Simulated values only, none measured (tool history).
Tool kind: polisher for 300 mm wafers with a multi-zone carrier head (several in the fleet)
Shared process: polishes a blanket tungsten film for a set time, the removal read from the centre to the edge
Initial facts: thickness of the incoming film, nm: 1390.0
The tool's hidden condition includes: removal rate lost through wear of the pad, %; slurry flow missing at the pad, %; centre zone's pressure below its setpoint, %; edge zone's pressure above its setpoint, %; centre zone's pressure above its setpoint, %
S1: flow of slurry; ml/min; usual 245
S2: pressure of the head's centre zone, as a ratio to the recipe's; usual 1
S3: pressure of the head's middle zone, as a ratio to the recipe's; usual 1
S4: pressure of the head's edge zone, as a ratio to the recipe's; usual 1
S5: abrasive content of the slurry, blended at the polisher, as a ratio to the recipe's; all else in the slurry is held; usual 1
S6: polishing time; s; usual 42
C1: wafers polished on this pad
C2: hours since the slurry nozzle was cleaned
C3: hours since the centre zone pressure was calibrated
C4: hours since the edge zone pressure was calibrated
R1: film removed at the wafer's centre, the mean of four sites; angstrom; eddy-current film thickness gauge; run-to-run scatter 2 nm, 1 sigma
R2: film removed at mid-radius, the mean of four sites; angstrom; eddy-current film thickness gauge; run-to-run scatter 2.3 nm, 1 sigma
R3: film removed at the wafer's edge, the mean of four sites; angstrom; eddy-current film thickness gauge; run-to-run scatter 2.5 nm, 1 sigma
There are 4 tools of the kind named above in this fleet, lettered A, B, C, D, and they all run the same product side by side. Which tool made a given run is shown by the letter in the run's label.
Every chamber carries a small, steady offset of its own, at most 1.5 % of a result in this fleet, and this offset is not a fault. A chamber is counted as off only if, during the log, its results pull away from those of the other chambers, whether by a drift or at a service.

At hour 1.7: chamber C: worn pad replaced by a new one.
Run 1C, hour 6.4: usual settings; C1 39; C2 126.6; C3 292.4; C4 441.7. Result: R1 2385.9 angstrom, R2 2380.1 angstrom, R3 2386.5 angstrom.
At hour 13.7: chamber B: edge zone pressure recalibrated.
Run 2D, hour 14.8: usual settings; C1 135; C2 49.9; C3 474.7; C4 42.7. Result: R1 2387.7 angstrom, R2 2360.5 angstrom, R3 2404.2 angstrom.
At hour 22.6: chamber B: worn pad replaced by a new one.
Run 3B, hour 23.3: usual settings; C1 6; C2 55.3; C3 198.6; C4 9.7. Result: R1 2395.9 angstrom, R2 2332.8 angstrom, R3 2337.1 angstrom.
Run 4A, hour 32.3: usual settings; C1 625; C2 238.2; C3 165.9; C4 326.6. Result: R1 2424 angstrom, R2 2399 angstrom, R3 2373.8 angstrom.
Run 5C, hour 38.5: usual settings; C1 303; C2 158.7; C3 324.5; C4 473.8. Result: R1 2395 angstrom, R2 2409.8 angstrom, R3 2366 angstrom.
Run 6B, hour 46.2: usual settings; C1 195; C2 78.2; C3 221.5; C4 32.6. Result: R1 2362.6 angstrom, R2 2383.3 angstrom, R3 2363.6 angstrom.
At hour 46.8: chamber A: edge zone pressure recalibrated.
Run 7D, hour 50.6: usual settings; C1 430; C2 85.7; C3 510.5; C4 78.5. Result: R1 2330 angstrom, R2 2331.4 angstrom, R3 2353.4 angstrom.
At hour 52.4: chamber A: worn pad replaced by a new one.
Run 8A, hour 59.1: usual settings; C1 55; C2 265; C3 192.7; C4 12.3. Result: R1 2377.4 angstrom, R2 2407 angstrom, R3 2403.1 angstrom.
Run 9B, hour 64.7: usual settings; C1 347; C2 96.7; C3 240; C4 51.1. Result: R1 2369.5 angstrom, R2 2351.2 angstrom, R3 2352.1 angstrom.
Run 10A, hour 73.9: usual settings but S4 1.07, S5 0.85; C1 177; C2 279.8; C3 207.5; C4 27.1. Result: R1 2235 angstrom, R2 2321.4 angstrom, R3 2397.6 angstrom.
At hour 76.5: chamber D: worn pad replaced by a new one.
Run 11C, hour 82.5: usual settings but S4 1.07, S5 0.85; C1 666; C2 202.7; C3 368.5; C4 517.8. Result: R1 2286.8 angstrom, R2 2296.2 angstrom, R3 2326.6 angstrom.
Run 12D, hour 91.5: usual settings but S4 1.07, S5 0.85; C1 123; C2 126.6; C3 551.4; C4 119.4. Result: R1 2255.9 angstrom, R2 2277.3 angstrom, R3 2374.6 angstrom.
At hour 93.3: chamber B: worn pad replaced by a new one.
Run 13B, hour 100.1: usual settings but S4 1.07, S5 0.85; C1 56; C2 132.1; C3 275.4; C4 86.5. Result: R1 2299.4 angstrom, R2 2263.4 angstrom, R3 2401.6 angstrom.
Run 14D, hour 104.7: usual settings but S4 0.93; C1 232; C2 139.8; C3 564.6; C4 132.6. Result: R1 2333.9 angstrom, R2 2338 angstrom, R3 2294.1 angstrom.
Run 15C, hour 109.5: usual settings but S4 0.93; C1 888; C2 229.7; C3 395.5; C4 544.8. Result: R1 2385.8 angstrom, R2 2390 angstrom, R3 2283.2 angstrom.
Run 16A, hour 114.7: usual settings but S4 0.93; C1 513; C2 320.6; C3 248.3; C4 67.9. Result: R1 2268.3 angstrom, R2 2441.2 angstrom, R3 2360 angstrom.
Run 17A, hour 124.1: usual settings but S4 0.93; C1 590; C2 330; C3 257.7; C4 77.3. Result: R1 2282.6 angstrom, R2 2414.9 angstrom, R3 2316.9 angstrom.
At hour 128: chamber C: worn pad replaced by a new one.
At hour 130.1: chamber A: worn pad replaced by a new one.
Run 18C, hour 132.9: usual settings but S1 215 ml/min, S5 0.75; C1 41; C2 253.1; C3 418.9; C4 568.2. Result: R1 2155.9 angstrom, R2 2193.7 angstrom, R3 2200.9 angstrom.
Run 19B, hour 139.8: usual settings but S1 215 ml/min, S5 0.75; C1 383; C2 171.8; C3 315.1; C4 126.2. Result: R1 2168 angstrom, R2 2163.8 angstrom, R3 2163.8 angstrom.
Run 20D, hour 147.6: usual settings but S1 215 ml/min, S5 0.75; C1 585; C2 182.7; C3 607.5; C4 175.5. Result: R1 2134 angstrom, R2 2204.8 angstrom, R3 2182.4 angstrom.
At hour 149: chamber D: worn pad replaced by a new one.
Run 21A, hour 152.8: usual settings but S1 215 ml/min, S5 0.75; C1 187; C2 358.7; C3 286.4; C4 106. Result: R1 2082 angstrom, R2 2227.2 angstrom, R3 2169.2 angstrom.
At hour 160.1: chamber B: worn pad replaced by a new one.
Run 22C, hour 161: usual settings but S2 1.11, S3 1.07; C1 272; C2 281.2; C3 447; C4 596.3. Result: R1 2618.6 angstrom, R2 2520.5 angstrom, R3 2362.7 angstrom.
Run 23D, hour 167: usual settings but S2 1.11, S3 1.07; C1 148; C2 202.1; C3 626.9; C4 194.9. Result: R1 2619.4 angstrom, R2 2497.5 angstrom, R3 2334.5 angstrom.
Run 24B, hour 174.9: usual settings but S2 1.11, S3 1.07; C1 122; C2 206.9; C3 350.2; C4 161.3. Result: R1 2662.1 angstrom, R2 2482.5 angstrom, R3 2348.1 angstrom.
Run 25A, hour 183.6: usual settings but S2 1.11, S3 1.07; C1 441; C2 389.5; C3 317.2; C4 136.8. Result: R1 2464.8 angstrom, R2 2561 angstrom, R3 2395.1 angstrom.
Run 26C, hour 191.2: usual settings; C1 521; C2 311.4; C3 477.2; C4 626.5. Result: R1 2373.2 angstrom, R2 2400.8 angstrom, R3 2345.3 angstrom.
At hour 192.7: chamber B: slurry nozzle cleaned.
Run 27B, hour 195.8: usual settings; C1 294; C2 3.2; C3 371.1; C4 182.2. Result: R1 2365.5 angstrom, R2 2355.6 angstrom, R3 2414.1 angstrom.
Run 28D, hour 202.3: usual settings; C1 439; C2 237.4; C3 662.2; C4 230.2. Result: R1 2327.6 angstrom, R2 2388.9 angstrom, R3 2391.6 angstrom.

All 4 chambers run these settings next. Forecast each chamber's results:
Run 29A, hour 209.3: usual settings but S4 0.94. Result: R1 ?, R2 ?, R3 ?.
Run 29B, hour 209.3: usual settings but S4 0.94. Result: R1 ?, R2 ?, R3 ?.
Run 29C, hour 209.3: usual settings but S4 0.94. Result: R1 ?, R2 ?, R3 ?.
Run 29D, hour 209.3: usual settings but S4 0.94. Result: R1 ?, R2 ?, R3 ?.

run      R1      R2      R3
29A  2186.9  2347.7  2365.6
29B    2378  2328.4  2301.8
29C  2359.6  2366.7    2292
29D  2357.9  2356.9  2264.9
